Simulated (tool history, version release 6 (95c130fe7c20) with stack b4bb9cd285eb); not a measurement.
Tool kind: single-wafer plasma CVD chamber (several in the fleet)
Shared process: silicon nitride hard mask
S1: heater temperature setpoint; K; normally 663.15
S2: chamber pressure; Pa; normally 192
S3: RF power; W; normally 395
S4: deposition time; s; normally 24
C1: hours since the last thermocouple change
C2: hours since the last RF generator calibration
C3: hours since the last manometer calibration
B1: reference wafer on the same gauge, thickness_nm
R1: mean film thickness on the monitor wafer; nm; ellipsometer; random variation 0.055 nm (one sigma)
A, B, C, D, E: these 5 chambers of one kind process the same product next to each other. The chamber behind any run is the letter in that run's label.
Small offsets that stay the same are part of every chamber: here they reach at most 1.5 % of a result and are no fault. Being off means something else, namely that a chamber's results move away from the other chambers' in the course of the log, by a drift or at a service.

run,hour,S1,S2,S3,S4,C1,C2,C3,B1,R1
1B,5.1,663.15,192,395,24,588.6,1065.5,213.5,36.688,31.933
2C,12.9,663.15,192,395,24,72.6,936.5,1381.3,36.687,32.472
3D,19.8,663.15,192,395,24,375.4,707.4,334,36.68,31.93
4A,24.5,663.15,192,395,24,1328.9,27.3,995.9,36.659,31.953
5E,30.5,663.15,192,395,24,819.2,1306.2,2240.4,36.653,32.098
6E,35.3,663.15,192,395,24,824,1311,2245.2,36.65,32.011
7B,39.3,663.15,192,395,24,622.8,1099.7,247.7,36.644,31.957
8C,43.3,663.15,192,395,24,103,966.9,1411.7,36.646,32.312
9D,50,663.15,192,395,24,405.6,737.6,364.2,36.646,31.899
10A,55.3,663.15,192,395,20.8,1359.7,58.1,1026.7,36.628,27.708
11C,58.7,663.15,192,395,20.8,118.4,982.3,1427.1,36.622,28.092
12E,63.4,663.15,192,395,20.8,852.1,1339.1,2273.3,36.606,27.778
13B,68.4,663.15,192,395,20.8,651.9,1128.8,276.8,36.609,27.649
14D,73.2,663.15,192,395,20.8,428.8,760.8,387.4,36.607,27.649
15A,79.3,663.15,192,395,24,1383.7,82.1,1050.7,36.606,31.833
16E,87.1,663.15,192,395,24,875.8,1362.8,2297,36.577,31.977
17C,91.2,663.15,192,395,24,150.9,1014.8,1459.6,36.569,32.295
18B,97.3,663.15,192,395,24,680.8,1157.7,305.7,36.55,31.895
19A,103.8,663.15,192,395,24,1408.2,106.6,1075.2,36.567,31.861
20D,111,663.15,192,395,24,466.6,798.6,425.2,36.547,31.827
21D,116.8,663.15,192,395,24,472.4,804.4,431,36.538,31.914
22E,123.3,663.15,192,395,24,912,1399,2333.2,36.539,31.996
23C,129,663.15,192,395,24,188.7,1052.6,1497.4,36.521,32.257
# hour 131.9: chamber A: thermocouple changed; heater temperature recalibrated
24B,136.6,652.15,192,395,24,720.1,1197,345,36.527,31.984
25A,140.2,652.15,192,395,24,8.3,143,1111.6,36.499,31.963
26E,144.8,652.15,192,395,24,933.5,1420.5,2354.7,36.5,32
27B,150.1,652.15,192,395,24,733.6,1210.5,358.5,36.492,31.882
28D,153.6,652.15,192,395,24,509.2,841.2,467.8,36.49,32.019
29A,157.2,663.15,192,395,24,25.3,160,1128.6,36.496,31.744
30C,164,663.15,165,455,24,223.7,1087.6,1532.4,36.492,33.438
31C,170.1,663.15,165,455,24,229.8,1093.7,1538.5,36.458,33.54
32E,176,663.15,165,455,24,964.7,1451.7,2385.9,36.467,33.02
33D,183.1,663.15,165,455,24,538.7,870.7,497.3,36.445,32.844
34B,188.1,663.15,165,455,24,771.6,1248.5,396.5,36.439,32.946

All chambers now run identical settings, listed one chamber a line with results as question marks. What results will each chamber show?
35A,193.8,663.15,192,395,24,,,,,?
35B,193.8,663.15,192,395,24,,,,,?
35C,193.8,663.15,192,395,24,,,,,?
35D,193.8,663.15,192,395,24,,,,,?
35E,193.8,663.15,192,395,24,,,,,?

run,R1
35A,31.638
35B,31.614
35C,32.187
35D,31.718
35E,31.881
